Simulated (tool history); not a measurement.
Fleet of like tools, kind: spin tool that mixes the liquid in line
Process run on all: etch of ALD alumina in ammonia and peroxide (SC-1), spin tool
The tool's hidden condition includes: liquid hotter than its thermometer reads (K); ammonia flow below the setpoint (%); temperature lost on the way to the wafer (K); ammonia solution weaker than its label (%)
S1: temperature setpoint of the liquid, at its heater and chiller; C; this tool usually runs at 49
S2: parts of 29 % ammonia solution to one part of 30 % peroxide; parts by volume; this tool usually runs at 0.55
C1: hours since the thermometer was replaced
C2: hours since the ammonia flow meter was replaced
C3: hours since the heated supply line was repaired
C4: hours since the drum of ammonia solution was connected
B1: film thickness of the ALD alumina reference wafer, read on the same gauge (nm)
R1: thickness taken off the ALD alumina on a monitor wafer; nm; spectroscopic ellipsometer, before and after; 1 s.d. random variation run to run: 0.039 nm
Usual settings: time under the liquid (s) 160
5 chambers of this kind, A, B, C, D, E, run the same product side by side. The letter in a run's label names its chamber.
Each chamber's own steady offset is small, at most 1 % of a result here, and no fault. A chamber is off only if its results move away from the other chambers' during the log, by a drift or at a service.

Run 1B, hour 7.4: usual settings; C1 76; C2 485.4; C3 1084.3; C4 483; B1 110.01. Result: R1 5.8712 nm.
Run 2C, hour 18.2: usual settings; C1 458.4; C2 860.2; C3 103.1; C4 70.7; B1 110. Result: R1 5.901 nm.
Run 3E, hour 30.3: usual settings; C1 1028.8; C2 741.7; C3 253.8; C4 60.5; B1 110.02. Result: R1 6.0481 nm.
Run 4D, hour 37.8: usual settings; C1 1372.1; C2 484.4; C3 113.2; C4 57.2; B1 110.04. Result: R1 5.9217 nm.
At hour 39.3: chamber A: new drum of ammonia solution connected.
Run 5A, hour 53.9: usual settings; C1 252.1; C2 197.8; C3 2480; C4 14.6; B1 110.01. Result: R1 5.9511 nm.
Run 6A, hour 60.9: usual settings; C1 259.1; C2 204.8; C3 2487; C4 21.6; B1 109.99. Result: R1 6.0393 nm.
Run 7C, hour 70.8: usual settings but S1 43 C, time under the liquid (s) 245; C1 511; C2 912.8; C3 155.7; C4 123.3; B1 109.95. Result: R1 6.3873 nm.
Run 8D, hour 82.4: usual settings but S1 43 C, time under the liquid (s) 245; C1 1416.7; C2 529; C3 157.8; C4 101.8; B1 110.01. Result: R1 6.3459 nm.
Run 9E, hour 89.4: usual settings but S1 43 C, time under the liquid (s) 245; C1 1087.9; C2 800.8; C3 312.9; C4 119.6; B1 109.97. Result: R1 6.4998 nm.
Run 10B, hour 98.9: usual settings but S1 43 C, time under the liquid (s) 245; C1 167.5; C2 576.9; C3 1175.8; C4 574.5; B1 110. Result: R1 6.4169 nm.
Run 11E, hour 114.6: usual settings but S1 43 C, time under the liquid (s) 245; C1 1113.1; C2 826; C3 338.1; C4 144.8; B1 109.99. Result: R1 6.4535 nm.
Run 12C, hour 127.8: usual settings; C1 568; C2 969.8; C3 212.7; C4 180.3; B1 110.01. Result: R1 5.9229 nm.
Run 13D, hour 139.6: usual settings; C1 1473.9; C2 586.2; C3 215; C4 159; B1 109.99. Result: R1 5.9366 nm.
Run 14A, hour 155.7: usual settings; C1 353.9; C2 299.6; C3 2581.8; C4 116.4; B1 109.97. Result: R1 5.8778 nm.
Run 15B, hour 165.4: usual settings; C1 234; C2 643.4; C3 1242.3; C4 641; B1 109.97. Result: R1 5.9348 nm.
At hour 166.1: chamber B: new drum of ammonia solution connected.
At hour 169.5: chamber D: new drum of ammonia solution connected.
Run 16E, hour 181: usual settings; C1 1179.5; C2 892.4; C3 404.5; C4 211.2; B1 110.06. Result: R1 5.9246 nm.
Run 17C, hour 189.9: usual settings; C1 630.1; C2 1031.9; C3 274.8; C4 242.4; B1 110.02. Result: R1 5.9469 nm.
Run 18B, hour 205: usual settings; C1 273.6; C2 683; C3 1281.9; C4 39; B1 109.99. Result: R1 5.8962 nm.
Run 19D, hour 212.4: usual settings; C1 1546.7; C2 659; C3 287.8; C4 42.9; B1 110.05. Result: R1 5.9175 nm.
Run 20A, hour 225.2: usual settings; C1 423.4; C2 369.1; C3 2651.3; C4 185.9; B1 109.98. Result: R1 5.919 nm.
Run 21A, hour 233.9: usual settings; C1 432.1; C2 377.8; C3 2660; C4 194.6; B1 109.98. Result: R1 5.9191 nm.
Run 22B, hour 247.5: usual settings; C1 316.1; C2 725.5; C3 1324.4; C4 81.5; B1 110. Result: R1 5.8765 nm.
Run 23C, hour 254.5: usual settings; C1 694.7; C2 1096.5; C3 339.4; C4 307; B1 110.05. Result: R1 5.8965 nm.
Run 24D, hour 265.8: usual settings; C1 1600.1; C2 712.4; C3 341.2; C4 96.3; B1 109.98. Result: R1 5.9644 nm.
Run 25E, hour 275.2: usual settings but S2 0.8 parts by volume, time under the liquid (s) 220; C1 1273.7; C2 986.6; C3 498.7; C4 305.4; B1 110. Result: R1 8.4056 nm.
At hour 277.8: chamber E: new drum of ammonia solution connected.
Run 26A, hour 288.3: usual settings but S2 0.8 parts by volume, time under the liquid (s) 220; C1 486.5; C2 432.2; C3 2714.4; C4 249; B1 109.98. Result: R1 8.4927 nm.
Run 27D, hour 297.8: usual settings but S2 0.8 parts by volume, time under the liquid (s) 220; C1 1632.1; C2 744.4; C3 373.2; C4 128.3; B1 109.98. Result: R1 8.4169 nm.
Run 28C, hour 310.4: usual settings but S2 0.8 parts by volume, time under the liquid (s) 220; C1 750.6; C2 1152.4; C3 395.3; C4 362.9; B1 109.98. Result: R1 8.4247 nm.
Run 29B, hour 322.1: usual settings but S2 0.8 parts by volume, time under the liquid (s) 220; C1 390.7; C2 800.1; C3 1399; C4 156.1; B1 109.96. Result: R1 8.2271 nm.
Run 30E, hour 330.1: usual settings but time under the liquid (s) 215; C1 1328.6; C2 1041.5; C3 553.6; C4 52.4; B1 109.99. Result: R1 8.0195 nm.
At hour 332: chamber E: thermometer replaced.
Run 31C, hour 340.9: usual settings but time under the liquid (s) 215; C1 781.1; C2 1182.9; C3 425.8; C4 393.4; B1 110.03. Result: R1 7.9215 nm.
Run 32B, hour 348: usual settings but time under the liquid (s) 215; C1 416.6; C2 826; C3 1424.9; C4 182; B1 109.98. Result: R1 7.7058 nm.
Run 33A, hour 362.7: usual settings but time under the liquid (s) 215; C1 560.9; C2 506.6; C3 2788.8; C4 323.4; B1 110. Result: R1 7.8974 nm.
At hour 368.5: chamber D: new drum of ammonia solution connected.
At hour 373.4: chamber C: thermometer replaced.
Run 34E, hour 378.7: usual settings but time under the liquid (s) 215; C1 46.8; C2 1090.1; C3 602.2; C4 101; B1 110.04. Result: R1 8.016 nm.
At hour 380.9: chamber A: heated supply line repaired.
Run 35D, hour 389.1: usual settings; C1 1723.4; C2 835.7; C3 464.5; C4 20.7; B1 109.94. Result: R1 5.928 nm.
Run 36E, hour 404.1: usual settings; C1 72.2; C2 1115.5; C3 627.6; C4 126.4; B1 109.98. Result: R1 5.9461 nm.
Run 37A, hour 417.2: usual settings; C1 615.4; C2 561.1; C3 36.3; C4 377.9; B1 110.01. Result: R1 5.9325 nm.
Run 38C, hour 432.1: usual settings; C1 58.7; C2 1274.1; C3 517; C4 484.6; B1 109.99. Result: R1 5.9033 nm.
At hour 438: chamber E: ammonia flow meter replaced.
Run 39B, hour 442.1: usual settings; C1 510.7; C2 920.1; C3 1519; C4 276.1; B1 109.95. Result: R1 5.6447 nm.
Run 40D, hour 449.1: usual settings; C1 1783.4; C2 895.7; C3 524.5; C4 80.7; B1 109.96. Result: R1 5.8983 nm.
Run 41D, hour 463.7: usual settings but S1 40 C, S2 0.3 parts by volume; C1 1798; C2 910.3; C3 539.1; C4 95.3; B1 110.06. Result: R1 3.2908 nm.
Run 42A, hour 476.6: usual settings but S1 40 C, S2 0.3 parts by volume; C1 674.8; C2 620.5; C3 95.7; C4 437.3; B1 110.02. Result: R1 3.331 nm.
Run 43C, hour 487.1: usual settings but S1 40 C, S2 0.3 parts by volume; C1 113.7; C2 1329.1; C3 572; C4 539.6; B1 110. Result: R1 3.3402 nm.
Run 44E, hour 497.9: usual settings but S1 40 C, S2 0.3 parts by volume; C1 166; C2 59.9; C3 721.4; C4 220.2; B1 109.99. Result: R1 3.3499 nm.

Read the log: is a single chamber off, either drifting away or since a service, is the gauge that measures every chamber drifting, or is nothing wrong beyond small per-chamber offsets? Name any odd chamber and what most likely caused it.

Little by little, chamber B moves away from the other chambers.
Likeliest cause: temperature lost on the way to the wafer (K) = 0.938.
It could be hard to tell apart here from: liquid colder than its thermometer reads (K).

Below are 4 candidate recipes for chamber B's next run, each the usual settings with a change, their results shown as question marks. Which of them brings B's results back in line with what the other chambers give on the usual settings?
Maximum distance from the other chambers' mean on the usual settings for a result to count as in line: R1 0.14 nm
Run 45B-1, hour 509.3: usual settings but S1 50 C, time under the liquid (s) 170. Result: R1 ?.
Run 45B-2, hour 509.3: usual settings but S1 50 C. Result: R1 ?.
Run 45B-3, hour 509.3: usual settings but S1 48 C. Result: R1 ?.
Run 45B-4, hour 509.3: usual settings but S1 48 C, time under the liquid (s) 150. Result: R1 ?.

On the usual settings, the other chambers give on average: R1 5.9453 nm
  run      R1
45B-1   6.258
45B-2  5.8899
45B-3  5.2687
45B-4  4.9394
45B-2 puts the chamber back in line with the other chambers.
